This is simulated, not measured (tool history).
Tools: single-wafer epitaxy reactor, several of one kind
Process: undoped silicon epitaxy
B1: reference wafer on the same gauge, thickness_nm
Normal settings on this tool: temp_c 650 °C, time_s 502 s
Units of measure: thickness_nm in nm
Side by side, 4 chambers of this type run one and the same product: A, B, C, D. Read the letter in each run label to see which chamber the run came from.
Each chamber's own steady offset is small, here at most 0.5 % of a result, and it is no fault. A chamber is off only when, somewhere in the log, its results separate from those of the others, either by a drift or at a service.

{"run": "1C", "day": 0.454, "temp_c": 650, "time_s": 502, "B1": 79.177, "thickness_nm": 84.455}
{"run": "2A", "day": 0.821, "temp_c": 650, "time_s": 502, "B1": 79.218, "thickness_nm": 83.913}
{"run": "3D", "day": 1.25, "temp_c": 650, "time_s": 502, "B1": 79.185, "thickness_nm": 84.617}
{"run": "4B", "day": 1.583, "temp_c": 650, "time_s": 502, "B1": 79.207, "thickness_nm": 84.319}
{"run": "5C", "day": 2.175, "temp_c": 650, "time_s": 502, "B1": 79.187, "thickness_nm": 83.925}
{"run": "6B", "day": 2.796, "temp_c": 650, "time_s": 502, "B1": 79.238, "thickness_nm": 83.616}
{"run": "7A", "day": 3.188, "temp_c": 650, "time_s": 502, "B1": 79.237, "thickness_nm": 83.744}
{"run": "8D", "day": 3.662, "temp_c": 650, "time_s": 540, "B1": 79.211, "thickness_nm": 91.511}
{"run": "9B", "day": 4.15, "temp_c": 650, "time_s": 540, "B1": 79.235, "thickness_nm": 90.482}
{"run": "10A", "day": 4.667, "temp_c": 650, "time_s": 540, "B1": 79.134, "thickness_nm": 90.076}
{"run": "11D", "day": 5.15, "temp_c": 650, "time_s": 540, "B1": 79.199, "thickness_nm": 91.16}
{"day": 5.221, "done": "chamber A: pyrometer calibrated"}
{"run": "12C", "day": 5.592, "temp_c": 650, "time_s": 502, "B1": 79.208, "thickness_nm": 84.536}
{"run": "13D", "day": 6.0, "temp_c": 650, "time_s": 502, "B1": 79.212, "thickness_nm": 84.813}
{"run": "14B", "day": 6.529, "temp_c": 650, "time_s": 502, "B1": 79.198, "thickness_nm": 83.921}
{"run": "15C", "day": 7.212, "temp_c": 643, "time_s": 502, "B1": 79.204, "thickness_nm": 72.267}
{"run": "16A", "day": 7.638, "temp_c": 643, "time_s": 502, "B1": 79.264, "thickness_nm": 70.86}
{"run": "17C", "day": 8.229, "temp_c": 643, "time_s": 502, "B1": 79.237, "thickness_nm": 71.986}
{"run": "18B", "day": 8.529, "temp_c": 643, "time_s": 502, "B1": 79.182, "thickness_nm": 71.853}
{"run": "19D", "day": 8.946, "temp_c": 650, "time_s": 502, "B1": 79.176, "thickness_nm": 84.598}
{"run": "20A", "day": 9.488, "temp_c": 650, "time_s": 502, "B1": 79.264, "thickness_nm": 82.641}
{"run": "21A", "day": 9.946, "temp_c": 650, "time_s": 562, "B1": 79.14, "thickness_nm": 92.323}
{"run": "22C", "day": 10.421, "temp_c": 650, "time_s": 562, "B1": 79.232, "thickness_nm": 94.109}
{"run": "23B", "day": 11.017, "temp_c": 650, "time_s": 562, "B1": 79.151, "thickness_nm": 94.305}
{"run": "24D", "day": 11.425, "temp_c": 650, "time_s": 562, "B1": 79.165, "thickness_nm": 94.739}

Next, every chamber runs the same settings. What will each give?
{"run": "25A", "day": 11.917, "temp_c": 658, "time_s": 502, "thickness_nm": "?"}
{"run": "25B", "day": 11.917, "temp_c": 658, "time_s": 502, "thickness_nm": "?"}
{"run": "25C", "day": 11.917, "temp_c": 658, "time_s": 502, "thickness_nm": "?"}
{"run": "25D", "day": 11.917, "temp_c": 658, "time_s": 502, "thickness_nm": "?"}

run=25A thickness_nm=98.219
run=25B thickness_nm=100.44
run=25C thickness_nm=100.25
run=25D thickness_nm=100.93
